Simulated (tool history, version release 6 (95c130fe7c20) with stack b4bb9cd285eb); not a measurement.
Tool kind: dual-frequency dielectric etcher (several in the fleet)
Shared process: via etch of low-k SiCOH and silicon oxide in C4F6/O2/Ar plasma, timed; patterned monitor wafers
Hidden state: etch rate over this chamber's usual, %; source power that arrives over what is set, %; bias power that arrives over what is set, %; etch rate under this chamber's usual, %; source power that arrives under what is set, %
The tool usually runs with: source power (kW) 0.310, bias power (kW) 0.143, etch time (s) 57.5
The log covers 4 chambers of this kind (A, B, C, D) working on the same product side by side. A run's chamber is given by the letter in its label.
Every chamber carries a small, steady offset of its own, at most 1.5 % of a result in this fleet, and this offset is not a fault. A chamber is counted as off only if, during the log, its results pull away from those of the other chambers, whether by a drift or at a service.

| run | day | source power (kW) | bias power (kW) | etch time (s) | hours since the last wet clean | hours since the last source power generator calibration | hours since the last bias power generator calibration | read-back reference wafer on the same gauge, depth_nm | mean etch depth across the wafer (nm) |
|---|---|---|---|---|---|---|---|---|---|
| 1D | 0.217 | 0.310 | 0.143 | 57.5 | 77.8 | 4864.4 | 1436.4 | 141.03 | 126.20 |
| 2C | 0.375 | 0.310 | 0.143 | 57.5 | 264.8 | 1961.9 | 1202.8 | 141.10 | 124.90 |
| 3A | 0.571 | 0.310 | 0.143 | 57.5 | 85.6 | 3443.5 | 1149.7 | 140.94 | 126.22 |
| 4B | 0.762 | 0.310 | 0.143 | 57.5 | 366.3 | 2064.0 | 832.3 | 141.01 | 125.95 |
| 5C | 1.088 | 0.280 | 0.143 | 57.5 | 281.9 | 1979.0 | 1219.9 | 140.96 | 120.06 |
| 6A | 1.383 | 0.280 | 0.143 | 57.5 | 105.1 | 3463.0 | 1169.2 | 140.93 | 121.39 |
| 7B | 1.525 | 0.280 | 0.143 | 57.5 | 384.6 | 2082.3 | 850.6 | 141.05 | 120.82 |
| 8D | 1.712 | 0.280 | 0.143 | 57.5 | 113.7 | 4900.3 | 1472.3 | 141.00 | 121.18 |
| 9B | 2.025 | 0.310 | 0.143 | 57.5 | 396.6 | 2094.3 | 862.6 | 141.01 | 126.13 |
|  | 2.062 | chamber B: wet clean of the chamber |
| 10A | 2.188 | 0.310 | 0.143 | 57.5 | 124.4 | 3482.3 | 1188.5 | 141.08 | 126.83 |
| 11C | 2.412 | 0.310 | 0.143 | 57.5 | 313.7 | 2010.8 | 1251.7 | 141.01 | 124.99 |
| 12D | 2.704 | 0.310 | 0.143 | 57.5 | 137.5 | 4924.1 | 1496.1 | 141.01 | 126.94 |
| 13D | 2.983 | 0.310 | 0.143 | 57.5 | 144.2 | 4930.8 | 1502.8 | 140.95 | 126.50 |
| 14B | 3.275 | 0.310 | 0.143 | 57.5 | 29.1 | 2124.3 | 892.6 | 140.98 | 123.22 |
| 15A | 3.504 | 0.310 | 0.143 | 57.5 | 156.0 | 3513.9 | 1220.1 | 140.99 | 126.14 |
| 16C | 3.754 | 0.310 | 0.143 | 57.5 | 345.9 | 2043.0 | 1283.9 | 140.93 | 124.79 |
| 17C | 3.971 | 0.310 | 0.131 | 57.5 | 351.1 | 2048.2 | 1289.1 | 141.03 | 120.98 |
| 18B | 4.258 | 0.310 | 0.131 | 57.5 | 52.7 | 2147.9 | 916.2 | 140.85 | 120.65 |
| 19A | 4.408 | 0.310 | 0.131 | 57.5 | 177.7 | 3535.6 | 1241.8 | 141.08 | 122.88 |
| 20D | 4.708 | 0.310 | 0.131 | 57.5 | 185.6 | 4972.2 | 1544.2 | 140.95 | 123.96 |
| 21D | 4.921 | 0.310 | 0.143 | 57.5 | 190.7 | 4977.3 | 1549.3 | 140.84 | 126.44 |
| 22A | 5.229 | 0.310 | 0.143 | 57.5 | 197.4 | 3555.3 | 1261.5 | 141.05 | 126.98 |
| 23C | 5.521 | 0.310 | 0.143 | 57.5 | 388.3 | 2085.4 | 1326.3 | 141.00 | 125.37 |
| 24B | 5.704 | 0.310 | 0.143 | 57.5 | 87.4 | 2182.6 | 950.9 | 140.97 | 122.73 |
| 25A | 5.879 | 0.310 | 0.143 | 57.5 | 213.0 | 3570.9 | 1277.1 | 140.91 | 126.49 |
| 26D | 6.121 | 0.310 | 0.143 | 57.5 | 219.5 | 5006.1 | 1578.1 | 141.03 | 126.24 |
| 27B | 6.317 | 0.310 | 0.143 | 57.5 | 102.1 | 2197.3 | 965.6 | 141.09 | 122.83 |
| 28C | 6.546 | 0.310 | 0.143 | 57.5 | 412.9 | 2110.0 | 1350.9 | 141.02 | 125.51 |

Does one chamber stand apart from the rest, does the shared gauge drift, or is all well apart from small per-chamber offsets? Give the chamber and the most likely cause, where there is one.

After it was serviced, chamber B no longer matches the other chambers.
Cause: etch rate under this chamber's usual, % = 1.95.

Which of the 4 candidates below, each the usual settings with something changed and its results left as question marks, puts chamber B back in line with what the other chambers give on the usual settings?
Counts as in line when no further than this from what the other chambers average on the usual settings: mean etch depth across the wafer (nm) 1.50
| 29B-1 | 6.783 | 0.310 | 0.123 | 57.5 |  |  |  |  | ? |
| 29B-2 | 6.783 | 0.320 | 0.147 | 57.5 |  |  |  |  | ? |
| 29B-3 | 6.783 | 0.310 | 0.144 | 60.0 |  |  |  |  | ? |
| 29B-4 | 6.783 | 0.310 | 0.133 | 57.5 |  |  |  |  | ? |

The other chambers' mean on the usual settings: mean etch depth across the wafer (nm) 125.92
| run | mean etch depth across the wafer (nm) |
|---|---|
| 29B-1 | 118.05 |
| 29B-2 | 126.07 |
| 29B-3 | 129.09 |
| 29B-4 | 120.80 |
The answer is 29B-2, which returns the chamber to within the allowed miss of the others.
